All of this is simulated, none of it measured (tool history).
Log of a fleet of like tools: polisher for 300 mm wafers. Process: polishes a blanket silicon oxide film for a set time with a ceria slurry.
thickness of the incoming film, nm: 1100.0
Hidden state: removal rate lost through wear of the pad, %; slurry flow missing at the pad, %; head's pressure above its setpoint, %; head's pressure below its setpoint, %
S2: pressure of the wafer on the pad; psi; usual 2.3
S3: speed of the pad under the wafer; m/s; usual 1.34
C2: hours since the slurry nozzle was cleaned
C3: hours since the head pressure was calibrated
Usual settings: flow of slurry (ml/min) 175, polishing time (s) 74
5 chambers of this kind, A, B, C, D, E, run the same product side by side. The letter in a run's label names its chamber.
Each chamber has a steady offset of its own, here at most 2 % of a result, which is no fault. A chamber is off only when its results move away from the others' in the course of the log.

Run 1D, hour 4.2: usual settings; wafers polished on this pad 164; C2 322.3; C3 483.2. Result: film removed (Å) 3088.8.
Run 2E, hour 7.4: usual settings; wafers polished on this pad 120; C2 241.7; C3 337.7. Result: film removed (Å) 3142.
Run 3B, hour 10.5: usual settings; wafers polished on this pad 365; C2 162.3; C3 800.5. Result: film removed (Å) 3065.1.
Run 4C, hour 13.9: usual settings; wafers polished on this pad 165; C2 417.3; C3 723.1. Result: film removed (Å) 3092.
Run 5A, hour 16.5: usual settings; wafers polished on this pad 436; C2 188.2; C3 517.9. Result: film removed (Å) 3049.2.
Run 6B, hour 20.3: usual settings but polishing time (s) 52; wafers polished on this pad 452; C2 172.1; C3 810.3. Result: film removed (Å) 2201.
Run 7E, hour 23.9: usual settings but polishing time (s) 52; wafers polished on this pad 265; C2 258.2; C3 354.2. Result: film removed (Å) 2211.9.
Run 8A, hour 26: usual settings but polishing time (s) 52; wafers polished on this pad 520; C2 197.7; C3 527.4. Result: film removed (Å) 2072.1.
Run 9C, hour 28.8: usual settings but polishing time (s) 52; wafers polished on this pad 297; C2 432.2; C3 738. Result: film removed (Å) 2185.1.
Run 10D, hour 31.7: usual settings but polishing time (s) 52; wafers polished on this pad 407; C2 349.8; C3 510.7. Result: film removed (Å) 2145.
Run 11C, hour 34.5: usual settings; wafers polished on this pad 347; C2 437.9; C3 743.7. Result: film removed (Å) 3004.6.
Run 12A, hour 37.8: usual settings; wafers polished on this pad 624; C2 209.5; C3 539.2. Result: film removed (Å) 3021.8.
At hour 38.7: chamber E: slurry nozzle cleaned.
At hour 40.6: chamber A: worn pad replaced by a new one.
Run 13B, hour 40.8: usual settings; wafers polished on this pad 633; C2 192.6; C3 830.8. Result: film removed (Å) 3115.6.
Run 14D, hour 42.7: usual settings but S2 1.7 psi, S3 1.52 m/s; wafers polished on this pad 504; C2 360.8; C3 521.7. Result: film removed (Å) 2652.1.
Run 15E, hour 45: usual settings but S2 1.7 psi, S3 1.52 m/s; wafers polished on this pad 452; C2 6.4; C3 375.3. Result: film removed (Å) 2553.5.
At hour 46.9: chamber B: slurry nozzle cleaned.
Run 16A, hour 48.5: usual settings but S2 1.7 psi, S3 1.52 m/s; wafers polished on this pad 70; C2 220.2; C3 549.9. Result: film removed (Å) 2543.
Run 17C, hour 52: usual settings but S2 1.7 psi, S3 1.52 m/s; wafers polished on this pad 502; C2 455.4; C3 761.2. Result: film removed (Å) 2638.3.
Run 18B, hour 54.2: usual settings but S2 1.7 psi, S3 1.52 m/s; wafers polished on this pad 751; C2 7.4; C3 844.2. Result: film removed (Å) 2599.7.
Run 19D, hour 58.3: usual settings; wafers polished on this pad 642; C2 376.4; C3 537.3. Result: film removed (Å) 3104.1.
Run 20E, hour 62.1: usual settings; wafers polished on this pad 603; C2 23.5; C3 392.4. Result: film removed (Å) 3066.3.
At hour 64.1: chamber E: worn pad replaced by a new one.
Run 21E, hour 64.9: usual settings; wafers polished on this pad 7; C2 26.3; C3 395.2. Result: film removed (Å) 3002.8.
At hour 66.6: chamber C: head pressure recalibrated.
Run 22B, hour 67.2: usual settings; wafers polished on this pad 866; C2 20.4; C3 857.2. Result: film removed (Å) 3068.5.
Run 23D, hour 70.2: usual settings; wafers polished on this pad 747; C2 388.3; C3 549.2. Result: film removed (Å) 3083.9.
Run 24C, hour 72.3: usual settings; wafers polished on this pad 681; C2 475.7; C3 5.8. Result: film removed (Å) 3082.4.
Run 25A, hour 75.3: usual settings; wafers polished on this pad 306; C2 247; C3 576.7. Result: film removed (Å) 3016.1.
Run 26C, hour 77.5: usual settings but polishing time (s) 85; wafers polished on this pad 727; C2 480.9; C3 11. Result: film removed (Å) 3560.8.
Run 27A, hour 80.9: usual settings but polishing time (s) 85; wafers polished on this pad 356; C2 252.6; C3 582.3. Result: film removed (Å) 3472.9.
Run 28B, hour 83.6: usual settings but polishing time (s) 85; wafers polished on this pad 1011; C2 36.8; C3 873.6. Result: film removed (Å) 3498.6.
Run 29E, hour 86.4: usual settings but polishing time (s) 85; wafers polished on this pad 197; C2 47.8; C3 416.7. Result: film removed (Å) 3303.9.
Run 30D, hour 90.2: usual settings but polishing time (s) 85; wafers polished on this pad 924; C2 408.3; C3 569.2. Result: film removed (Å) 3660.8.
Run 31A, hour 93.6: usual settings but flow of slurry (ml/min) 155, S2 2 psi; wafers polished on this pad 468; C2 265.3; C3 595. Result: film removed (Å) 2571.9.
Run 32B, hour 97: usual settings but flow of slurry (ml/min) 155, S2 2 psi; wafers polished on this pad 1129; C2 50.2; C3 887. Result: film removed (Å) 2674.7.
Run 33D, hour 99.6: usual settings but flow of slurry (ml/min) 155, S2 2 psi; wafers polished on this pad 1007; C2 417.7; C3 578.6. Result: film removed (Å) 2662.7.
Run 34C, hour 102.7: usual settings but flow of slurry (ml/min) 155, S2 2 psi; wafers polished on this pad 950; C2 506.1; C3 36.2. Result: film removed (Å) 2702.9.
Run 35E, hour 105.7: usual settings but flow of slurry (ml/min) 155, S2 2 psi; wafers polished on this pad 367; C2 67.1; C3 436. Result: film removed (Å) 2330.2.
Run 36C, hour 107.8: usual settings; wafers polished on this pad 995; C2 511.2; C3 41.3. Result: film removed (Å) 3117.9.
Run 37B, hour 109.8: usual settings; wafers polished on this pad 1243; C2 63; C3 899.8. Result: film removed (Å) 3039.
Run 38D, hour 112: usual settings; wafers polished on this pad 1116; C2 430.1; C3 591. Result: film removed (Å) 3029.
Run 39E, hour 115.1: usual settings; wafers polished on this pad 450; C2 76.5; C3 445.4. Result: film removed (Å) 2835.5.
At hour 117.7: chamber A: worn pad replaced by a new one.
Run 40A, hour 118: usual settings; wafers polished on this pad 3; C2 289.7; C3 619.4. Result: film removed (Å) 2981.3.

All 5 chambers run these settings next. Forecast each chamber's results:
Run 41A, hour 121: usual settings but S2 2 psi. Result: film removed (Å) ?.
Run 41B, hour 121: usual settings but S2 2 psi. Result: film removed (Å) ?.
Run 41C, hour 121: usual settings but S2 2 psi. Result: film removed (Å) ?.
Run 41D, hour 121: usual settings but S2 2 psi. Result: film removed (Å) ?.
Run 41E, hour 121: usual settings but S2 2 psi. Result: film removed (Å) ?.

run  film removed (Å)
41A            2626.9
41B            2680.3
41C            2661.2
41D            2688.4
41E            2309.1

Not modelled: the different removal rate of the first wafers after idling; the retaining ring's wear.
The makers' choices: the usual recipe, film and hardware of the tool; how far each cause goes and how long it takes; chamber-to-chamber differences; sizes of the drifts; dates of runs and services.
